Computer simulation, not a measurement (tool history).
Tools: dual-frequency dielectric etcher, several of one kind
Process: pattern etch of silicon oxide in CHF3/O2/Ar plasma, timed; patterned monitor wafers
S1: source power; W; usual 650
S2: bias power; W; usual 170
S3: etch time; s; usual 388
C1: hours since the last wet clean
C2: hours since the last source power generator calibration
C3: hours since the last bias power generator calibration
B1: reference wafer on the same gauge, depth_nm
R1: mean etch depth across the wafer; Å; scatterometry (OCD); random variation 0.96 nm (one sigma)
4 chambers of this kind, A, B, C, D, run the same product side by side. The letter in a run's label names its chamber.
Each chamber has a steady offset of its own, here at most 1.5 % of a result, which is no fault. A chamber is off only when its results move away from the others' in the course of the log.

{"run": "1A", "hour": 5.2, "S1": 650, "S2": 170, "S3": 388, "C1": 370.8, "C2": 1142.9, "C3": 2886.2, "B1": 854.0, "R1": 7726.3}
{"hour": 10.7, "done": "chamber D: wet clean of the chamber"}
{"run": "2D", "hour": 14.5, "S1": 650, "S2": 170, "S3": 388, "C1": 3.8, "C2": 1594.2, "C3": 858.0, "B1": 853.84, "R1": 7770.1}
{"hour": 17.3, "done": "chamber B: wet clean of the chamber"}
{"run": "3C", "hour": 21.8, "S1": 650, "S2": 170, "S3": 388, "C1": 513.5, "C2": 152.7, "C3": 655.1, "B1": 853.81, "R1": 7888.3}
{"run": "4B", "hour": 27.4, "S1": 650, "S2": 170, "S3": 388, "C1": 10.2, "C2": 1391.3, "C3": 1610.4, "B1": 853.59, "R1": 7674.8}
{"run": "5D", "hour": 34.7, "S1": 650, "S2": 170, "S3": 388, "C1": 24.0, "C2": 1614.4, "C3": 878.2, "B1": 853.48, "R1": 7768.5}
{"run": "6A", "hour": 42.0, "S1": 650, "S2": 170, "S3": 388, "C1": 407.6, "C2": 1179.7, "C3": 2923.0, "B1": 853.31, "R1": 7718.4}
{"run": "7C", "hour": 51.3, "S1": 650, "S2": 170, "S3": 388, "C1": 543.0, "C2": 182.2, "C3": 684.6, "B1": 853.59, "R1": 7868.5}
{"hour": 55.5, "done": "chamber A: bias power generator calibrated"}
{"run": "8B", "hour": 56.5, "S1": 650, "S2": 170, "S3": 388, "C1": 39.3, "C2": 1420.4, "C3": 1639.5, "B1": 853.04, "R1": 7681.0}
{"run": "9B", "hour": 61.9, "S1": 530, "S2": 170, "S3": 450, "C1": 44.7, "C2": 1425.8, "C3": 1644.9, "B1": 853.0, "R1": 8233.4}
{"run": "10D", "hour": 69.6, "S1": 530, "S2": 170, "S3": 450, "C1": 58.9, "C2": 1649.3, "C3": 913.1, "B1": 853.02, "R1": 8294.6}
{"run": "11A", "hour": 74.4, "S1": 530, "S2": 170, "S3": 450, "C1": 440.0, "C2": 1212.1, "C3": 19.0, "B1": 852.93, "R1": 8265.6}
{"run": "12C", "hour": 82.7, "S1": 530, "S2": 170, "S3": 450, "C1": 574.4, "C2": 213.6, "C3": 716.0, "B1": 852.96, "R1": 8404.7}
{"run": "13C", "hour": 87.8, "S1": 790, "S2": 198, "S3": 388, "C1": 579.5, "C2": 218.7, "C3": 721.1, "B1": 852.28, "R1": 8920.9}
{"run": "14A", "hour": 92.4, "S1": 790, "S2": 198, "S3": 388, "C1": 458.0, "C2": 1230.1, "C3": 37.0, "B1": 852.48, "R1": 8727.2}
{"run": "15B", "hour": 97.6, "S1": 790, "S2": 198, "S3": 388, "C1": 80.4, "C2": 1461.5, "C3": 1680.6, "B1": 852.61, "R1": 8701.8}
{"run": "16D", "hour": 106.9, "S1": 790, "S2": 198, "S3": 388, "C1": 96.2, "C2": 1686.6, "C3": 950.4, "B1": 852.58, "R1": 8791.2}
{"run": "17B", "hour": 111.4, "S1": 650, "S2": 170, "S3": 388, "C1": 94.2, "C2": 1475.3, "C3": 1694.4, "B1": 852.24, "R1": 7677.4}
{"run": "18A", "hour": 116.2, "S1": 740, "S2": 144, "S3": 388, "C1": 481.8, "C2": 1253.9, "C3": 60.8, "B1": 852.16, "R1": 7702.3}
{"run": "19D", "hour": 122.0, "S1": 740, "S2": 144, "S3": 388, "C1": 111.3, "C2": 1701.7, "C3": 965.5, "B1": 852.02, "R1": 7743.0}
{"hour": 125.1, "done": "chamber A: wet clean of the chamber"}
{"run": "20C", "hour": 129.3, "S1": 740, "S2": 144, "S3": 388, "C1": 621.0, "C2": 260.2, "C3": 762.6, "B1": 851.87, "R1": 7814.1}
{"run": "21B", "hour": 138.3, "S1": 740, "S2": 144, "S3": 388, "C1": 121.1, "C2": 1502.2, "C3": 1721.3, "B1": 851.75, "R1": 7646.7}
{"run": "22A", "hour": 144.0, "S1": 650, "S2": 170, "S3": 388, "C1": 18.9, "C2": 1281.7, "C3": 88.6, "B1": 851.91, "R1": 7706.2}
{"run": "23C", "hour": 151.8, "S1": 650, "S2": 170, "S3": 388, "C1": 643.5, "C2": 282.7, "C3": 785.1, "B1": 851.63, "R1": 7864.8}
{"run": "24D", "hour": 160.5, "S1": 650, "S2": 170, "S3": 388, "C1": 149.8, "C2": 1740.2, "C3": 1004.0, "B1": 851.37, "R1": 7745.2}
{"run": "25A", "hour": 170.3, "S1": 650, "S2": 170, "S3": 388, "C1": 45.2, "C2": 1308.0, "C3": 114.9, "B1": 851.23, "R1": 7716.4}
{"hour": 172.8, "done": "chamber C: wet clean of the chamber"}
{"run": "26C", "hour": 176.1, "S1": 650, "S2": 170, "S3": 388, "C1": 3.4, "C2": 307.0, "C3": 809.4, "B1": 851.06, "R1": 7847.4}
{"run": "27D", "hour": 181.6, "S1": 650, "S2": 170, "S3": 388, "C1": 170.9, "C2": 1761.3, "C3": 1025.1, "B1": 851.03, "R1": 7755.4}
{"run": "28B", "hour": 186.4, "S1": 650, "S2": 170, "S3": 388, "C1": 169.2, "C2": 1550.3, "C3": 1769.4, "B1": 850.85, "R1": 7651.9}
{"run": "29B", "hour": 194.1, "S1": 650, "S2": 170, "S3": 388, "C1": 176.9, "C2": 1558.0, "C3": 1777.1, "B1": 850.69, "R1": 7660.6}
{"run": "30A", "hour": 200.6, "S1": 650, "S2": 170, "S3": 388, "C1": 75.5, "C2": 1338.3, "C3": 145.2, "B1": 850.96, "R1": 7692.3}
{"run": "31C", "hour": 210.3, "S1": 650, "S2": 170, "S3": 388, "C1": 37.6, "C2": 341.2, "C3": 843.6, "B1": 850.7, "R1": 7831.7}
{"run": "32D", "hour": 218.1, "S1": 650, "S2": 170, "S3": 388, "C1": 207.4, "C2": 1797.8, "C3": 1061.6, "B1": 850.58, "R1": 7728.9}
{"run": "33D", "hour": 227.7, "S1": 590, "S2": 170, "S3": 388, "C1": 217.0, "C2": 1807.4, "C3": 1071.2, "B1": 850.36, "R1": 7449.0}
{"run": "34A", "hour": 235.1, "S1": 590, "S2": 170, "S3": 388, "C1": 110.0, "C2": 1372.8, "C3": 179.7, "B1": 850.42, "R1": 7408.7}
{"run": "35B", "hour": 240.7, "S1": 590, "S2": 170, "S3": 388, "C1": 223.5, "C2": 1604.6, "C3": 1823.7, "B1": 849.93, "R1": 7379.0}
{"run": "36C", "hour": 247.6, "S1": 590, "S2": 170, "S3": 388, "C1": 74.9, "C2": 378.5, "C3": 880.9, "B1": 850.01, "R1": 7546.6}
{"run": "37D", "hour": 254.2, "S1": 650, "S2": 170, "S3": 388, "C1": 243.5, "C2": 1833.9, "C3": 1097.7, "B1": 849.71, "R1": 7749.1}
{"run": "38C", "hour": 262.2, "S1": 650, "S2": 170, "S3": 388, "C1": 89.5, "C2": 393.1, "C3": 895.5, "B1": 849.64, "R1": 7833.0}

All 4 chambers run these settings next. Forecast each chamber's results:
{"run": "39A", "hour": 269.3, "S1": 650, "S2": 170, "S3": 388, "R1": "?"}
{"run": "39B", "hour": 269.3, "S1": 650, "S2": 170, "S3": 388, "R1": "?"}
{"run": "39C", "hour": 269.3, "S1": 650, "S2": 170, "S3": 388, "R1": "?"}
{"run": "39D", "hour": 269.3, "S1": 650, "S2": 170, "S3": 388, "R1": "?"}

run=39A R1=7686.4
run=39B R1=7657.7
run=39C R1=7847.0
run=39D R1=7733.6
